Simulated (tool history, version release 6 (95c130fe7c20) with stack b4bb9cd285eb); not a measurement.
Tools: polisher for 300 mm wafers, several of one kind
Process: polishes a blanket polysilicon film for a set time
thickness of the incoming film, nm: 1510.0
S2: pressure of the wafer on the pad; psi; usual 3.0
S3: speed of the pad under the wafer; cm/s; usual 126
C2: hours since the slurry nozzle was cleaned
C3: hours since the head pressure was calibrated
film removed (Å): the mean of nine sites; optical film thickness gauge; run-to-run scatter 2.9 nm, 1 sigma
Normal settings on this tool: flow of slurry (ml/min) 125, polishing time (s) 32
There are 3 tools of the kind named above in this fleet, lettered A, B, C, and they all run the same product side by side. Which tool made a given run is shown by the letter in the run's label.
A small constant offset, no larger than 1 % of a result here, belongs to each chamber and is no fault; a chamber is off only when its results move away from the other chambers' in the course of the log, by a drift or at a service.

run 1C hour=3.5 | flow_of_slurry_(ml/min)=125 S2=3.0 S3=126 polishing_time_(s)=32 | wafers_polished_on_this_pad=372 C2=275.5 C3=349.3 | film_removed_(Å)=3718.8
run 2B hour=7.5 | flow_of_slurry_(ml/min)=125 S2=3.0 S3=126 polishing_time_(s)=32 | wafers_polished_on_this_pad=359 C2=496.3 C3=297.7 | film_removed_(Å)=3637.0
run 3A hour=11.2 | flow_of_slurry_(ml/min)=125 S2=3.0 S3=126 polishing_time_(s)=32 | wafers_polished_on_this_pad=865 C2=360.1 C3=455.9 | film_removed_(Å)=3684.6
run 4B hour=14.1 | flow_of_slurry_(ml/min)=125 S2=3.0 S3=126 polishing_time_(s)=32 | wafers_polished_on_this_pad=425 C2=502.9 C3=304.3 | film_removed_(Å)=3701.8
-- hour=14.6 chamber C: worn pad replaced by a new one
-- hour=16.4 chamber A: worn pad replaced by a new one
run 5C hour=18.5 | flow_of_slurry_(ml/min)=125 S2=3.0 S3=126 polishing_time_(s)=32 | wafers_polished_on_this_pad=40 C2=290.5 C3=364.3 | film_removed_(Å)=3633.7
-- hour=19.4 chamber A: slurry nozzle cleaned
-- hour=21.2 chamber B: worn pad replaced by a new one
run 6A hour=22.1 | flow_of_slurry_(ml/min)=125 S2=3.0 S3=126 polishing_time_(s)=32 | wafers_polished_on_this_pad=57 C2=2.8 C3=466.8 | film_removed_(Å)=3724.4
run 7C hour=25.4 | flow_of_slurry_(ml/min)=105 S2=3.0 S3=126 polishing_time_(s)=43 | wafers_polished_on_this_pad=109 C2=297.4 C3=371.2 | film_removed_(Å)=4652.7
run 8B hour=29.2 | flow_of_slurry_(ml/min)=105 S2=3.0 S3=126 polishing_time_(s)=43 | wafers_polished_on_this_pad=81 C2=518.0 C3=319.4 | film_removed_(Å)=4808.5
-- hour=30.2 chamber C: head pressure recalibrated
run 9A hour=31.9 | flow_of_slurry_(ml/min)=105 S2=3.0 S3=126 polishing_time_(s)=43 | wafers_polished_on_this_pad=156 C2=12.6 C3=476.6 | film_removed_(Å)=4743.8
run 10C hour=36.1 | flow_of_slurry_(ml/min)=125 S2=3.0 S3=126 polishing_time_(s)=32 | wafers_polished_on_this_pad=217 C2=308.1 C3=5.9 | film_removed_(Å)=3964.8
run 11A hour=38.7 | flow_of_slurry_(ml/min)=125 S2=3.0 S3=126 polishing_time_(s)=32 | wafers_polished_on_this_pad=225 C2=19.4 C3=483.4 | film_removed_(Å)=3686.3
run 12B hour=43.1 | flow_of_slurry_(ml/min)=125 S2=3.5 S3=144 polishing_time_(s)=32 | wafers_polished_on_this_pad=221 C2=531.9 C3=333.3 | film_removed_(Å)=4901.6
run 13A hour=45.5 | flow_of_slurry_(ml/min)=125 S2=3.5 S3=144 polishing_time_(s)=32 | wafers_polished_on_this_pad=293 C2=26.2 C3=490.2 | film_removed_(Å)=4919.9
run 14C hour=48.4 | flow_of_slurry_(ml/min)=125 S2=3.5 S3=144 polishing_time_(s)=32 | wafers_polished_on_this_pad=342 C2=320.4 C3=18.2 | film_removed_(Å)=5246.7
run 15B hour=52.2 | flow_of_slurry_(ml/min)=125 S2=3.0 S3=126 polishing_time_(s)=32 | wafers_polished_on_this_pad=313 C2=541.0 C3=342.4 | film_removed_(Å)=3679.5
run 16B hour=54.1 | flow_of_slurry_(ml/min)=125 S2=3.0 S3=126 polishing_time_(s)=32 | wafers_polished_on_this_pad=332 C2=542.9 C3=344.3 | film_removed_(Å)=3699.6
run 17C hour=57.7 | flow_of_slurry_(ml/min)=125 S2=3.0 S3=126 polishing_time_(s)=32 | wafers_polished_on_this_pad=435 C2=329.7 C3=27.5 | film_removed_(Å)=3855.1
run 18A hour=62.0 | flow_of_slurry_(ml/min)=125 S2=3.0 S3=126 polishing_time_(s)=32 | wafers_polished_on_this_pad=460 C2=42.7 C3=506.7 | film_removed_(Å)=3642.6
run 19B hour=64.5 | flow_of_slurry_(ml/min)=125 S2=3.0 S3=126 polishing_time_(s)=32 | wafers_polished_on_this_pad=437 C2=553.3 C3=354.7 | film_removed_(Å)=3704.6
run 20C hour=67.2 | flow_of_slurry_(ml/min)=125 S2=3.0 S3=126 polishing_time_(s)=32 | wafers_polished_on_this_pad=531 C2=339.2 C3=37.0 | film_removed_(Å)=3933.2
-- hour=69.9 chamber C: worn pad replaced by a new one
run 21A hour=70.4 | flow_of_slurry_(ml/min)=125 S2=3.0 S3=126 polishing_time_(s)=32 | wafers_polished_on_this_pad=545 C2=51.1 C3=515.1 | film_removed_(Å)=3668.7
run 22B hour=74.4 | flow_of_slurry_(ml/min)=125 S2=3.4 S3=126 polishing_time_(s)=39 | wafers_polished_on_this_pad=537 C2=563.2 C3=364.6 | film_removed_(Å)=5095.0
run 23A hour=77.1 | flow_of_slurry_(ml/min)=125 S2=3.4 S3=126 polishing_time_(s)=39 | wafers_polished_on_this_pad=612 C2=57.8 C3=521.8 | film_removed_(Å)=5126.1
run 24C hour=79.4 | flow_of_slurry_(ml/min)=125 S2=3.4 S3=126 polishing_time_(s)=39 | wafers_polished_on_this_pad=96 C2=351.4 C3=49.2 | film_removed_(Å)=5440.3
run 25A hour=82.1 | flow_of_slurry_(ml/min)=125 S2=3.0 S3=126 polishing_time_(s)=32 | wafers_polished_on_this_pad=663 C2=62.8 C3=526.8 | film_removed_(Å)=3641.1
run 26C hour=85.5 | flow_of_slurry_(ml/min)=125 S2=3.0 S3=126 polishing_time_(s)=32 | wafers_polished_on_this_pad=157 C2=357.5 C3=55.3 | film_removed_(Å)=3897.8

Does one chamber stand apart from the rest, does the shared gauge drift, or is all well apart from small per-chamber offsets? Give the chamber and the most likely cause, where there is one.

Chamber C has stood off from the others ever since a service on it.
Likeliest cause: head's pressure above its setpoint, % = 7.5.

Below are 4 candidate recipes for chamber C's next run, each the usual settings with a change, their results shown as question marks. Which of them brings C's results back in line with what the other chambers give on the usual settings?
In line means no further than this from the other chambers' mean on the usual settings: film removed (Å) 100.0
run 27C-1 hour=88.7 | flow_of_slurry_(ml/min)=125 S2=3.0 S3=130 polishing_time_(s)=33 | film_removed_(Å)=?
run 27C-2 hour=88.7 | flow_of_slurry_(ml/min)=95 S2=3.0 S3=126 polishing_time_(s)=32 | film_removed_(Å)=?
run 27C-3 hour=88.7 | flow_of_slurry_(ml/min)=125 S2=2.9 S3=126 polishing_time_(s)=30 | film_removed_(Å)=?
run 27C-4 hour=88.7 | flow_of_slurry_(ml/min)=125 S2=3.0 S3=132 polishing_time_(s)=34 | film_removed_(Å)=?

The other chambers' mean on the usual settings: film removed (Å) 3686.0
run=27C-1 film_removed_(Å)=4131.0
run=27C-2 film_removed_(Å)=3638.3
run=27C-3 film_removed_(Å)=3519.5
run=27C-4 film_removed_(Å)=4320.7
The right change is 27C-2: it brings the chamber back within the allowed miss of the others.
